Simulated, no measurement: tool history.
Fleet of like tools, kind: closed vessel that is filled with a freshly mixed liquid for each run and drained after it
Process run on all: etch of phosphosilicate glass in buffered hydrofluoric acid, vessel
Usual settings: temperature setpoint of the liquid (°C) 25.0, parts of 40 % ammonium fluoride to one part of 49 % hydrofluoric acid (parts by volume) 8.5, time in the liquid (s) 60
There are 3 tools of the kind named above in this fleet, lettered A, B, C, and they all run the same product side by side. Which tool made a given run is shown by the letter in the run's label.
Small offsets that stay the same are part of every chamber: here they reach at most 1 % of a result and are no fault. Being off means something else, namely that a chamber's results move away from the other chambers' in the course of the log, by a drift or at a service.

| run | hour | temperature setpoint of the liquid (°C) | parts of 40 % ammonium fluoride to one part of 49 % hydrofluoric acid (parts by volume) | time in the liquid (s) | read-back film thickness of the phosphosilicate glass reference wafer, read on the same gauge (nm) | thickness taken off the phosphosilicate glass on a monitor wafer (angstrom) |
|---|---|---|---|---|---|---|
| 1B | 7.1 | 25.0 | 8.5 | 60 | 110.01 | 3854.5 |
| 2A | 17.1 | 25.0 | 8.5 | 60 | 110.02 | 3907.6 |
| 3C | 25.6 | 25.0 | 8.5 | 60 | 110.01 | 3957.3 |
| 4A | 36.2 | 25.0 | 8.5 | 60 | 109.99 | 3964.3 |
| 5B | 43.7 | 25.0 | 8.5 | 60 | 110.03 | 3858.6 |
| 6C | 51.8 | 25.0 | 8.5 | 60 | 109.99 | 3871.0 |
| 7A | 61.1 | 25.0 | 8.5 | 60 | 109.94 | 3882.8 |
| 8B | 69.7 | 25.0 | 10.0 | 85 | 109.99 | 4838.2 |
| 9C | 77.8 | 25.0 | 10.0 | 85 | 109.97 | 4874.8 |
| 10B | 82.7 | 25.0 | 10.0 | 85 | 110.00 | 4835.0 |
| 11C | 91.4 | 25.0 | 8.5 | 60 | 110.02 | 3922.3 |
| 12A | 99.2 | 25.0 | 8.5 | 60 | 109.99 | 3841.3 |
| 13A | 107.9 | 25.0 | 8.5 | 60 | 110.01 | 3844.4 |
| 14B | 114.4 | 25.0 | 8.5 | 60 | 110.02 | 3898.5 |
| 15C | 123.2 | 25.0 | 8.5 | 60 | 110.00 | 3930.3 |
| 16C | 131.3 | 25.0 | 8.5 | 60 | 110.00 | 3865.4 |
| 17A | 137.8 | 25.0 | 8.5 | 60 | 109.98 | 3812.6 |
| 18B | 147.6 | 25.0 | 8.5 | 60 | 109.97 | 3834.6 |
| 19A | 153.2 | 25.0 | 8.5 | 60 | 109.98 | 3811.5 |
| 20B | 162.2 | 25.0 | 8.5 | 60 | 109.98 | 3860.8 |
| 21C | 171.8 | 25.0 | 8.5 | 60 | 109.96 | 3902.2 |
| 22C | 180.1 | 25.0 | 8.5 | 60 | 109.98 | 3924.9 |
| 23B | 186.4 | 25.0 | 6.5 | 60 | 109.97 | 5051.3 |
| 24A | 195.1 | 25.0 | 6.5 | 60 | 109.97 | 4987.8 |
| 25B | 205.8 | 25.0 | 6.5 | 60 | 109.98 | 5098.1 |
| 26A | 211.6 | 25.0 | 8.5 | 60 | 110.00 | 3699.8 |
| 27C | 218.8 | 25.0 | 8.5 | 60 | 109.98 | 3890.6 |
|  | 223.7 | chamber C: thermometer replaced |
| 28B | 229.7 | 25.0 | 8.5 | 60 | 110.03 | 3919.9 |
| 29C | 238.3 | 25.0 | 8.5 | 60 | 109.98 | 3887.2 |
|  | 240.6 | chamber B: thermometer replaced |
| 30A | 247.4 | 25.0 | 8.5 | 60 | 110.07 | 3709.5 |
| 31C | 258.6 | 25.0 | 8.5 | 60 | 110.06 | 3887.8 |
| 32B | 266.7 | 22.0 | 8.5 | 40 | 110.00 | 2194.5 |
| 33A | 272.9 | 22.0 | 8.5 | 40 | 110.00 | 2075.7 |
| 34C | 280.3 | 22.0 | 8.5 | 40 | 110.01 | 2201.4 |
| 35B | 285.9 | 25.0 | 8.5 | 60 | 110.01 | 3848.2 |
| 36A | 297.1 | 25.0 | 8.5 | 60 | 110.03 | 3695.7 |
| 37C | 304.3 | 25.0 | 8.5 | 60 | 110.02 | 3920.5 |
| 38B | 315.5 | 25.0 | 8.5 | 60 | 109.95 | 3899.8 |
| 39A | 320.5 | 25.0 | 8.5 | 60 | 109.93 | 3655.4 |
| 40A | 328.3 | 25.0 | 8.5 | 60 | 109.98 | 3612.5 |
| 41C | 338.5 | 25.0 | 8.5 | 35 | 110.00 | 2258.7 |
| 42B | 349.5 | 25.0 | 8.5 | 35 | 109.98 | 2246.0 |

Next, every chamber runs the same settings. What will each give?
| 43A | 357.6 | 23.5 | 8.5 | 60 |  | ? |
| 43B | 357.6 | 23.5 | 8.5 | 60 |  | ? |
| 43C | 357.6 | 23.5 | 8.5 | 60 |  | ? |

| run | thickness taken off the phosphosilicate glass on a monitor wafer (angstrom) |
|---|---|
| 43A | 3370.0 |
| 43B | 3549.4 |
| 43C | 3629.0 |
